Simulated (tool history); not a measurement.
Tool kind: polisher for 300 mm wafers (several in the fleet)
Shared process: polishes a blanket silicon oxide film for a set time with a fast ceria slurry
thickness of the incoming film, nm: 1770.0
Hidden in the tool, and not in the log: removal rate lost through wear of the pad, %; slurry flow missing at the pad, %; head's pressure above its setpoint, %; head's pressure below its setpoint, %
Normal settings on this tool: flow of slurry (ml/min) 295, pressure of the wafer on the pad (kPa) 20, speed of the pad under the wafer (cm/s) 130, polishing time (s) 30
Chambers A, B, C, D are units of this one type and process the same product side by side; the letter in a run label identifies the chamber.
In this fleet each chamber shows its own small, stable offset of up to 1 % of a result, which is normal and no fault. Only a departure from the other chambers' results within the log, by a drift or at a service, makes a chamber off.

run   hour  flow of slurry (ml/min)  pressure of the wafer on the pad (kPa)  speed of the pad under the wafer (cm/s)  polishing time (s)  wafers polished on this pad  hours since the slurry nozzle was cleaned  hours since the head pressure was calibrated  film removed (angstrom)
       1.4  -- chamber C: slurry nozzle cleaned
       4.6  -- chamber A: worn pad replaced by a new one
 1D    5.9                      295                                      20                                      130                  30                          267                                      208.3                                         475.6                   6473.8
 2A    9.6                      295                                      20                                      130                  30                           42                                      210.9                                         617.7                   6467.5
 3C   15.6                      295                                      20                                      130                  30                          262                                       14.3                                         667.2                   6522.3
 4B   20.7                      295                                      20                                      130                  30                         1121                                      410.1                                        1040.1                   6418.9
 5A   24.8                      295                                      20                                      130                  30                          171                                      226.1                                         632.9                   6435.5
 6C   28.1                      295                                      20                                      130                  30                          367                                       26.8                                         679.7                   6528.8
      30.4  -- chamber B: slurry nozzle cleaned
 7D   30.8                      295                                      20                                      130                  30                          478                                      233.2                                         500.5                   6599.7
 8B   35.1                      295                                      20                                      130                  30                         1243                                        4.7                                        1054.5                   6489.5
      36.7  -- chamber B: worn pad replaced by a new one
 9B   40.2                      340                                    25.5                                      130                  30                           30                                        9.8                                        1059.6                   8463.2
10A   45.8                      340                                    25.5                                      130                  30                          348                                      247.1                                         653.9                   8408.4
      45.9  -- chamber D: worn pad replaced by a new one
11D   51.1                      340                                    25.5                                      130                  30                           44                                      253.5                                         520.8                   8290.6
12C   54.8                      340                                    25.5                                      130                  30                          593                                       53.5                                         706.4                   8380.2
13B   59.3                      295                                      20                                      130                  30                          191                                       28.9                                        1078.7                   6481.4
14C   62.4                      295                                      20                                      130                  30                          657                                       61.1                                           714                   6374.4
      65.4  -- chamber D: slurry nozzle cleaned
15A   66.3                      295                                      20                                      130                  30                          522                                      267.6                                         674.4                   6572.1
16D     69                      295                                      20                                      130                  30                          195                                        3.7                                         538.7                     6567
17B   72.4                      295                                      20                                      130                  30                          302                                         42                                        1091.8                   6526.3
18C   78.7                      295                                      20                                      130                  30                          795                                       77.4                                         730.3                   6195.8
19A   84.6                      295                                      20                                      130                  30                          676                                      285.9                                         692.7                     6390
20D   90.6                      295                                      20                                      130                  30                          378                                       25.3                                         560.3                   6534.3
      92.4  -- chamber C: worn pad replaced by a new one
21B   95.3                      295                                      20                                      130                  30                          496                                       64.9                                        1114.7                   6467.7
22A  101.3                      385                                      20                                      130                  34                          817                                      302.6                                         709.4                   7539.4
23C  105.3                      385                                      20                                      130                  34                          109                                        104                                         756.9                     6863
24D  108.1                      385                                      20                                      130                  34                          526                                       42.8                                         577.8                   7533.4

All 4 chambers run these settings next. Forecast each chamber's results:
25A  112.5                      295                                      20                                      130                  30                                                                                                                                              ?
25B  112.5                      295                                      20                                      130                  30                                                                                                                                              ?
25C  112.5                      295                                      20                                      130                  30                                                                                                                                              ?
25D  112.5                      295                                      20                                      130                  30                                                                                                                                              ?

run  film removed (angstrom)
25A                   6527.5
25B                   6453.8
25C                   5908.6
25D                   6500.9
